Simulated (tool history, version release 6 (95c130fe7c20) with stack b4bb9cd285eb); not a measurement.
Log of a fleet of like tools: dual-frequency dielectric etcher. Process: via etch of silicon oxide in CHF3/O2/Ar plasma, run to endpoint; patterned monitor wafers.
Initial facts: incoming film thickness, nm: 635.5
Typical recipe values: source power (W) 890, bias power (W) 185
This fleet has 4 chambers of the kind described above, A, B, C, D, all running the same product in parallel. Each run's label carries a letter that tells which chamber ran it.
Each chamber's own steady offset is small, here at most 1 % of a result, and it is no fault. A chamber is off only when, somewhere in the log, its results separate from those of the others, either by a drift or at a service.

{"run": "1D", "hour": 10.9, "source power (W)": 890, "bias power (W)": 185, "endpoint time (s)": 276.86}
{"run": "2C", "hour": 22.4, "source power (W)": 890, "bias power (W)": 185, "endpoint time (s)": 271.13}
{"run": "3B", "hour": 29.4, "source power (W)": 890, "bias power (W)": 185, "endpoint time (s)": 276.83}
{"run": "4A", "hour": 34.8, "source power (W)": 890, "bias power (W)": 185, "endpoint time (s)": 273.13}
{"run": "5A", "hour": 44.2, "source power (W)": 890, "bias power (W)": 185, "endpoint time (s)": 273.57}
{"run": "6D", "hour": 51.3, "source power (W)": 890, "bias power (W)": 185, "endpoint time (s)": 275.75}
{"run": "7C", "hour": 58.6, "source power (W)": 890, "bias power (W)": 185, "endpoint time (s)": 270.07}
{"run": "8B", "hour": 68.9, "source power (W)": 890, "bias power (W)": 185, "endpoint time (s)": 274.08}
{"run": "9A", "hour": 76.7, "source power (W)": 890, "bias power (W)": 185, "endpoint time (s)": 271.59}
{"run": "10B", "hour": 86.9, "source power (W)": 890, "bias power (W)": 185, "endpoint time (s)": 276.04}
{"run": "11C", "hour": 97.6, "source power (W)": 890, "bias power (W)": 185, "endpoint time (s)": 269.9}
{"run": "12D", "hour": 104.9, "source power (W)": 890, "bias power (W)": 185, "endpoint time (s)": 276.66}
{"run": "13B", "hour": 112.0, "source power (W)": 990, "bias power (W)": 185, "endpoint time (s)": 265.45}
{"run": "14C", "hour": 123.1, "source power (W)": 990, "bias power (W)": 185, "endpoint time (s)": 258.66}
{"run": "15D", "hour": 132.7, "source power (W)": 990, "bias power (W)": 185, "endpoint time (s)": 264.91}
{"run": "16A", "hour": 139.5, "source power (W)": 990, "bias power (W)": 185, "endpoint time (s)": 259.89}
{"run": "17C", "hour": 147.8, "source power (W)": 890, "bias power (W)": 185, "endpoint time (s)": 271.39}
{"run": "18A", "hour": 155.7, "source power (W)": 890, "bias power (W)": 185, "endpoint time (s)": 269.53}
{"run": "19B", "hour": 166.4, "source power (W)": 890, "bias power (W)": 185, "endpoint time (s)": 273.98}
{"run": "20D", "hour": 174.6, "source power (W)": 890, "bias power (W)": 185, "endpoint time (s)": 276.1}
{"run": "21D", "hour": 186.2, "source power (W)": 890, "bias power (W)": 185, "endpoint time (s)": 278.25}
{"run": "22C", "hour": 196.2, "source power (W)": 890, "bias power (W)": 185, "endpoint time (s)": 271.96}
{"run": "23B", "hour": 206.2, "source power (W)": 1100, "bias power (W)": 201, "endpoint time (s)": 249.79}
{"hour": 213.7, "done": "chamber A: source power generator calibrated"}
{"run": "24A", "hour": 214.7, "source power (W)": 1100, "bias power (W)": 201, "endpoint time (s)": 244.15}
{"run": "25C", "hour": 226.2, "source power (W)": 1100, "bias power (W)": 201, "endpoint time (s)": 243.91}
{"run": "26B", "hour": 232.8, "source power (W)": 1100, "bias power (W)": 201, "endpoint time (s)": 248.46}
{"run": "27D", "hour": 239.9, "source power (W)": 890, "bias power (W)": 185, "endpoint time (s)": 279.87}
{"run": "28A", "hour": 250.8, "source power (W)": 890, "bias power (W)": 185, "endpoint time (s)": 270.73}
{"run": "29B", "hour": 260.1, "source power (W)": 890, "bias power (W)": 202, "endpoint time (s)": 266.89}
{"run": "30A", "hour": 268.1, "source power (W)": 890, "bias power (W)": 202, "endpoint time (s)": 264.39}
{"run": "31C", "hour": 277.5, "source power (W)": 890, "bias power (W)": 202, "endpoint time (s)": 264.32}
{"run": "32D", "hour": 285.0, "source power (W)": 890, "bias power (W)": 202, "endpoint time (s)": 274.28}
{"run": "33D", "hour": 291.4, "source power (W)": 890, "bias power (W)": 185, "endpoint time (s)": 281.28}
{"run": "34B", "hour": 299.6, "source power (W)": 890, "bias power (W)": 185, "endpoint time (s)": 274.74}
{"run": "35A", "hour": 306.2, "source power (W)": 890, "bias power (W)": 185, "endpoint time (s)": 273.93}

Next, every chamber runs the same settings. What will each give?
{"run": "36A", "hour": 314.6, "source power (W)": 890, "bias power (W)": 185, "endpoint time (s)": "?"}
{"run": "36B", "hour": 314.6, "source power (W)": 890, "bias power (W)": 185, "endpoint time (s)": "?"}
{"run": "36C", "hour": 314.6, "source power (W)": 890, "bias power (W)": 185, "endpoint time (s)": "?"}
{"run": "36D", "hour": 314.6, "source power (W)": 890, "bias power (W)": 185, "endpoint time (s)": "?"}

run=36A endpoint_time_(s)=271.91
run=36B endpoint_time_(s)=278.79
run=36C endpoint_time_(s)=270.74
run=36D endpoint_time_(s)=285.41
